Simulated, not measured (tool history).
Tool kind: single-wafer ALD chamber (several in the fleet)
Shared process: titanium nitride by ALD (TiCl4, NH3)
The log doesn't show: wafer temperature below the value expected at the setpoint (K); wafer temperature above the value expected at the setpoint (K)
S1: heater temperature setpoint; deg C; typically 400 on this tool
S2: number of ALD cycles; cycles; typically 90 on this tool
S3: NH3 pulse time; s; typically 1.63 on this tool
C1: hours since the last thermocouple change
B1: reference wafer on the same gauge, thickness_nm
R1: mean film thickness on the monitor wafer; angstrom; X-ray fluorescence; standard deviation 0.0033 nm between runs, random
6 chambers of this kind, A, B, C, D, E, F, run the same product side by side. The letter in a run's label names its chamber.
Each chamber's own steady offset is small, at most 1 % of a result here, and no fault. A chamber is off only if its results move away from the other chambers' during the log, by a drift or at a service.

{"run": "1F", "day": 0.288, "S1": 400, "S2": 90, "S3": 1.63, "C1": 131.5, "B1": 1.7795, "R1": 19.673}
{"run": "2B", "day": 0.6, "S1": 400, "S2": 90, "S3": 1.63, "C1": 363.5, "B1": 1.7788, "R1": 19.474}
{"run": "3E", "day": 0.796, "S1": 400, "S2": 90, "S3": 1.63, "C1": 932.5, "B1": 1.7789, "R1": 19.772}
{"run": "4C", "day": 1.025, "S1": 400, "S2": 90, "S3": 1.63, "C1": 31.2, "B1": 1.7796, "R1": 19.679}
{"run": "5D", "day": 1.242, "S1": 400, "S2": 90, "S3": 1.63, "C1": 678.3, "B1": 1.7782, "R1": 19.648}
{"run": "6A", "day": 1.5, "S1": 400, "S2": 90, "S3": 1.63, "C1": 1653.8, "B1": 1.7785, "R1": 19.688}
{"run": "7B", "day": 1.654, "S1": 400, "S2": 90, "S3": 1.63, "C1": 388.8, "B1": 1.7771, "R1": 19.551}
{"run": "8A", "day": 1.846, "S1": 400, "S2": 90, "S3": 1.63, "C1": 1662.1, "B1": 1.7776, "R1": 19.651}
{"run": "9C", "day": 2.058, "S1": 400, "S2": 90, "S3": 1.63, "C1": 56.0, "B1": 1.7774, "R1": 19.615}
{"run": "10F", "day": 2.317, "S1": 400, "S2": 90, "S3": 1.63, "C1": 180.2, "B1": 1.7763, "R1": 19.64}
{"run": "11E", "day": 2.525, "S1": 400, "S2": 90, "S3": 1.63, "C1": 974.0, "B1": 1.7768, "R1": 19.669}
{"run": "12D", "day": 2.704, "S1": 400, "S2": 90, "S3": 1.63, "C1": 713.4, "B1": 1.7757, "R1": 19.667}
{"run": "13E", "day": 2.95, "S1": 400, "S2": 90, "S3": 1.63, "C1": 984.2, "B1": 1.7755, "R1": 19.744}
{"run": "14C", "day": 3.092, "S1": 400, "S2": 90, "S3": 1.63, "C1": 80.8, "B1": 1.7754, "R1": 19.649}
{"run": "15B", "day": 3.367, "S1": 400, "S2": 90, "S3": 1.63, "C1": 429.9, "B1": 1.7739, "R1": 19.436}
{"run": "16F", "day": 3.538, "S1": 400, "S2": 90, "S3": 1.63, "C1": 209.5, "B1": 1.775, "R1": 19.641}
{"run": "17D", "day": 3.762, "S1": 400, "S2": 90, "S3": 1.63, "C1": 738.8, "B1": 1.7752, "R1": 19.604}
{"run": "18A", "day": 3.921, "S1": 400, "S2": 90, "S3": 1.63, "C1": 1711.9, "B1": 1.7749, "R1": 19.642}
{"run": "19B", "day": 4.208, "S1": 400, "S2": 90, "S3": 1.63, "C1": 450.1, "B1": 1.7749, "R1": 19.518}
{"run": "20D", "day": 4.45, "S1": 400, "S2": 90, "S3": 1.63, "C1": 755.3, "B1": 1.7736, "R1": 19.58}
{"run": "21C", "day": 4.629, "S1": 400, "S2": 90, "S3": 1.63, "C1": 117.7, "B1": 1.7728, "R1": 19.592}
{"run": "22F", "day": 4.908, "S1": 400, "S2": 90, "S3": 1.63, "C1": 242.4, "B1": 1.7734, "R1": 19.534}
{"run": "23E", "day": 5.133, "S1": 400, "S2": 90, "S3": 1.63, "C1": 1036.6, "B1": 1.7722, "R1": 19.7}
{"run": "24A", "day": 5.35, "S1": 400, "S2": 90, "S3": 1.63, "C1": 1746.2, "B1": 1.7725, "R1": 19.578}
{"run": "25C", "day": 5.629, "S1": 389, "S2": 90, "S3": 1.44, "C1": 141.7, "B1": 1.7712, "R1": 19.177}
{"run": "26A", "day": 5.767, "S1": 389, "S2": 90, "S3": 1.44, "C1": 1756.2, "B1": 1.7709, "R1": 19.201}
{"run": "27F", "day": 5.983, "S1": 389, "S2": 90, "S3": 1.44, "C1": 268.2, "B1": 1.7715, "R1": 19.182}
{"run": "28E", "day": 6.233, "S1": 389, "S2": 90, "S3": 1.44, "C1": 1063.0, "B1": 1.7712, "R1": 19.322}
{"run": "29B", "day": 6.379, "S1": 389, "S2": 90, "S3": 1.44, "C1": 502.2, "B1": 1.7699, "R1": 19.065}
{"run": "30D", "day": 6.525, "S1": 389, "S2": 90, "S3": 1.44, "C1": 805.1, "B1": 1.7701, "R1": 19.235}
{"run": "31E", "day": 6.733, "S1": 400, "S2": 90, "S3": 1.63, "C1": 1075.0, "B1": 1.7698, "R1": 19.647}
{"run": "32B", "day": 6.896, "S1": 400, "S2": 90, "S3": 1.63, "C1": 514.6, "B1": 1.7696, "R1": 19.478}
{"run": "33F", "day": 7.108, "S1": 400, "S2": 90, "S3": 1.63, "C1": 295.2, "B1": 1.7693, "R1": 19.512}
{"run": "34D", "day": 7.392, "S1": 400, "S2": 90, "S3": 1.63, "C1": 825.9, "B1": 1.7686, "R1": 19.596}
{"run": "35A", "day": 7.7, "S1": 400, "S2": 90, "S3": 1.63, "C1": 1802.6, "B1": 1.7679, "R1": 19.555}
{"run": "36C", "day": 7.958, "S1": 400, "S2": 90, "S3": 1.63, "C1": 197.6, "B1": 1.7677, "R1": 19.478}

Is one chamber off against the others, does the gauge drift, or is nothing wrong? If a chamber is off, say which, and what the likeliest cause is.

Gauge drift. The chambers move together only on paper, and none stands off.
Likeliest cause: gauge reads low (%) = 0.693.

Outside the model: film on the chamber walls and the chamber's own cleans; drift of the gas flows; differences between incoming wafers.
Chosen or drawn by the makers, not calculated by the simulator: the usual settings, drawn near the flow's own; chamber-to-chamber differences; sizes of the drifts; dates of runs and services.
